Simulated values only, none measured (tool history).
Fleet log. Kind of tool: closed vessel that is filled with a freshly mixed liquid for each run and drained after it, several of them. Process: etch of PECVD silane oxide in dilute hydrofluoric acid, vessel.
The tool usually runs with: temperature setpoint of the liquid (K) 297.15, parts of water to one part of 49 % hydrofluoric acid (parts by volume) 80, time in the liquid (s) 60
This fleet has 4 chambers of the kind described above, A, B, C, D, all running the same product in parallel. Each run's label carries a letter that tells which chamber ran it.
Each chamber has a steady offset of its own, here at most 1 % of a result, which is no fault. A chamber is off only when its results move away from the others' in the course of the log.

run   hour  temperature setpoint of the liquid (K)  parts of water to one part of 49 % hydrofluoric acid (parts by volume)  time in the liquid (s)  read-back film thickness of the PECVD silane oxide reference wafer, read on the same gauge (nm)  thickness taken off the PECVD silane oxide on a monitor wafer (angstrom)
 1B    3.1                                  297.15                                                                      80                      60                                                                                           29.974                                                                    290.57
 2D    9.6                                  297.15                                                                      80                      60                                                                                           30.001                                                                    291.94
 3A   13.7                                  297.15                                                                      80                      60                                                                                           29.995                                                                    292.92
 4C   18.3                                  297.15                                                                      80                      60                                                                                           29.941                                                                    291.77
 5C   21.5                                  297.15                                                                      80                      60                                                                                           30.030                                                                    290.79
 6D   27.7                                  297.15                                                                      80                      60                                                                                           30.002                                                                    294.97
 7B   32.0                                  297.15                                                                      80                      60                                                                                           30.014                                                                    291.46
 8A   35.4                                  297.15                                                                      80                      60                                                                                           30.047                                                                    294.63
 9D   40.6                                  297.15                                                                      80                      60                                                                                           30.017                                                                    292.36
10A   45.1                                  297.15                                                                      80                      60                                                                                           30.005                                                                    294.77
11C   51.7                                  297.15                                                                      80                      60                                                                                           29.972                                                                    294.99
      52.4  -- chamber A: hydrofluoric acid flow meter replaced
12B   57.3                                  297.15                                                                      80                      60                                                                                           29.967                                                                    294.16
13C   60.9                                  297.15                                                                      80                      60                                                                                           30.013                                                                    291.72
14A   65.6                                  300.15                                                                     100                      60                                                                                           29.992                                                                    260.90
15D   69.6                                  300.15                                                                     100                      60                                                                                           29.940                                                                    258.52
16B   72.8                                  300.15                                                                     100                      60                                                                                           29.944                                                                    255.14
17D   79.0                                  300.15                                                                     100                      60                                                                                           30.035                                                                    256.23
18C   82.9                                  297.15                                                                     120                      60                                                                                           30.019                                                                    184.22
19A   87.4                                  297.15                                                                     120                      60                                                                                           29.921                                                                    188.91
20B   93.7                                  297.15                                                                     120                      60                                                                                           30.029                                                                    184.77
21B   98.0                                  297.15                                                                     120                      60                                                                                           29.966                                                                    185.90
22D  101.8                                  301.65                                                                      80                      60                                                                                           29.981                                                                    351.79
23A  106.3                                  301.65                                                                      80                      60                                                                                           30.013                                                                    352.03
24C  109.6                                  301.65                                                                      80                      60                                                                                           30.033                                                                    343.07
25A  113.6                                  301.65                                                                      80                      60                                                                                           29.964                                                                    348.58
26C  120.1                                  297.15                                                                      80                      60                                                                                           30.043                                                                    288.03
27D  126.4                                  297.15                                                                      80                      60                                                                                           30.071                                                                    290.92
28B  133.4                                  297.15                                                                      80                      60                                                                                           29.991                                                                    290.46
29D  136.6                                  297.15                                                                      80                      35                                                                                           30.008                                                                    170.31
30C  141.8                                  297.15                                                                      80                      35                                                                                           29.956                                                                    168.22
31B  147.4                                  297.15                                                                      80                      35                                                                                           30.002                                                                    170.60
32A  150.7                                  297.15                                                                      80                      35                                                                                           29.956                                                                    172.35
33B  156.6                                  297.15                                                                      80                      60                                                                                           29.989                                                                    287.67
34A  163.7                                  297.15                                                                      80                      60                                                                                           29.976                                                                    294.05
35D  170.4                                  297.15                                                                      80                      60                                                                                           29.947                                                                    293.89
36C  175.1                                  297.15                                                                      80                      60                                                                                           30.018                                                                    282.89
37B  179.6                                  297.15                                                                      80                      60                                                                                           29.958                                                                    289.61
38C  186.1                                  297.15                                                                      80                      60                                                                                           30.032                                                                    282.15

All chambers now run identical settings, listed one chamber a line with results as question marks. What results will each chamber show?
39A  191.2                                  297.15                                                                      80                      60                                                                                                                                                                          ?
39B  191.2                                  297.15                                                                      80                      60                                                                                                                                                                          ?
39C  191.2                                  297.15                                                                      80                      60                                                                                                                                                                          ?
39D  191.2                                  297.15                                                                      80                      60                                                                                                                                                                          ?

run  thickness taken off the PECVD silane oxide on a monitor wafer (angstrom)
39A                                                                    296.62
39B                                                                    289.91
39C                                                                    283.45
39D                                                                    294.83

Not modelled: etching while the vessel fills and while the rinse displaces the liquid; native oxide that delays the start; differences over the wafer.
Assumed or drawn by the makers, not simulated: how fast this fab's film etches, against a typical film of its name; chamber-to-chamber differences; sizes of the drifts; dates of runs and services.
